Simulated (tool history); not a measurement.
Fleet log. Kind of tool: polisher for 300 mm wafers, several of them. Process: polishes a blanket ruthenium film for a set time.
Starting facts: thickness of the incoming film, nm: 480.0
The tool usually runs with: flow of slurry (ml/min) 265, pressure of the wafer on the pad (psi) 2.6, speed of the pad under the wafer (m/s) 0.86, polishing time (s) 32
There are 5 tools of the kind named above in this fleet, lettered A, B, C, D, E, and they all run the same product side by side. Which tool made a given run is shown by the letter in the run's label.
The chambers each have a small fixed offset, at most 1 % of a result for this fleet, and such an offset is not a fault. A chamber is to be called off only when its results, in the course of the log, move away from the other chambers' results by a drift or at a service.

run   hour  flow of slurry (ml/min)  pressure of the wafer on the pad (psi)  speed of the pad under the wafer (m/s)  polishing time (s)  film removed (nm)
 1A    5.5                      265                                     2.6                                    0.86                  32             38.123
       6.9  -- chamber A: worn pad replaced by a new one
       8.4  -- chamber C: worn pad replaced by a new one
 2B   11.7                      265                                     2.6                                    0.86                  32             38.286
      12.4  -- chamber D: worn pad replaced by a new one
      16.7  -- chamber E: worn pad replaced by a new one
 3E   17.9                      265                                     2.6                                    0.86                  32             38.789
 4D   22.3                      265                                     2.6                                    0.86                  32             38.412
 5C   26.0                      265                                     2.6                                    0.86                  32             37.922
 6E   29.9                      265                                     2.6                                    0.86                  32             38.229
 7A   33.5                      265                                     2.6                                    0.86                  32             38.281
 8C   39.7                      265                                     2.6                                    0.86                  32             38.272
 9D   43.1                      265                                     2.6                                    0.86                  32             38.456
10B   49.9                      265                                     2.6                                    0.86                  32             38.213
11A   55.3                      265                                     2.6                                    0.86                  32             38.371
12D   61.5                      265                                     2.6                                    0.86                  32             37.933
13E   68.4                      265                                     2.6                                    0.74                  32             33.589
14C   72.2                      265                                     2.6                                    0.74                  32             32.627
15B   75.7                      265                                     2.6                                    0.74                  32             32.416
      79.3  -- chamber E: worn pad replaced by a new one
      80.5  -- chamber A: worn pad replaced by a new one
16D   81.3                      265                                     2.6                                    0.74                  32             32.910
      81.4  -- chamber C: worn pad replaced by a new one
17C   85.5                      265                                     2.6                                    0.74                  32             32.726
18B   92.4                      265                                     2.1                                    1.08                  32             38.372
19E   95.9                      265                                     2.1                                    1.08                  32             39.196
20A   99.8                      265                                     2.1                                    1.08                  32             39.064
21E  102.9                      265                                     2.1                                    1.08                  32             38.968
22B  107.5                      265                                     2.1                                    1.08                  32             38.195
     108.5  -- chamber D: worn pad replaced by a new one
23C  111.2                      265                                     2.6                                    0.86                  32             37.944
24D  117.8                      265                                     2.6                                    0.86                  32             38.564
     121.7  -- chamber B: slurry nozzle cleaned
25A  123.1                      265                                     3.4                                    0.86                  41             64.162
26C  128.6                      265                                     3.4                                    0.86                  41             63.438
27B  132.5                      265                                     3.4                                    0.86                  41             62.169
28E  139.3                      265                                     3.4                                    0.86                  41             65.474
29D  142.6                      265                                     3.4                                    0.86                  41             64.105
     145.5  -- chamber A: worn pad replaced by a new one
30A  146.8                      265                                     2.6                                    0.86                  32             38.309
     151.3  -- chamber E: worn pad replaced by a new one
31C  153.6                      265                                     2.6                                    0.86                  32             37.743
32D  159.6                      265                                     2.6                                    0.86                  32             38.010
33B  166.4                      265                                     2.6                                    0.86                  32             35.991
34E  173.5                      265                                     2.6                                    0.86                  32             38.383

All chambers now run identical settings, listed one chamber a line with results as question marks. What results will each chamber show?
35A  178.6                      265                                     2.6                                    0.86                  32                  ?
35B  178.6                      265                                     2.6                                    0.86                  32                  ?
35C  178.6                      265                                     2.6                                    0.86                  32                  ?
35D  178.6                      265                                     2.6                                    0.86                  32                  ?
35E  178.6                      265                                     2.6                                    0.86                  32                  ?

run  film removed (nm)
35A             38.024
35B             36.669
35C             37.983
35D             38.330
35E             38.733
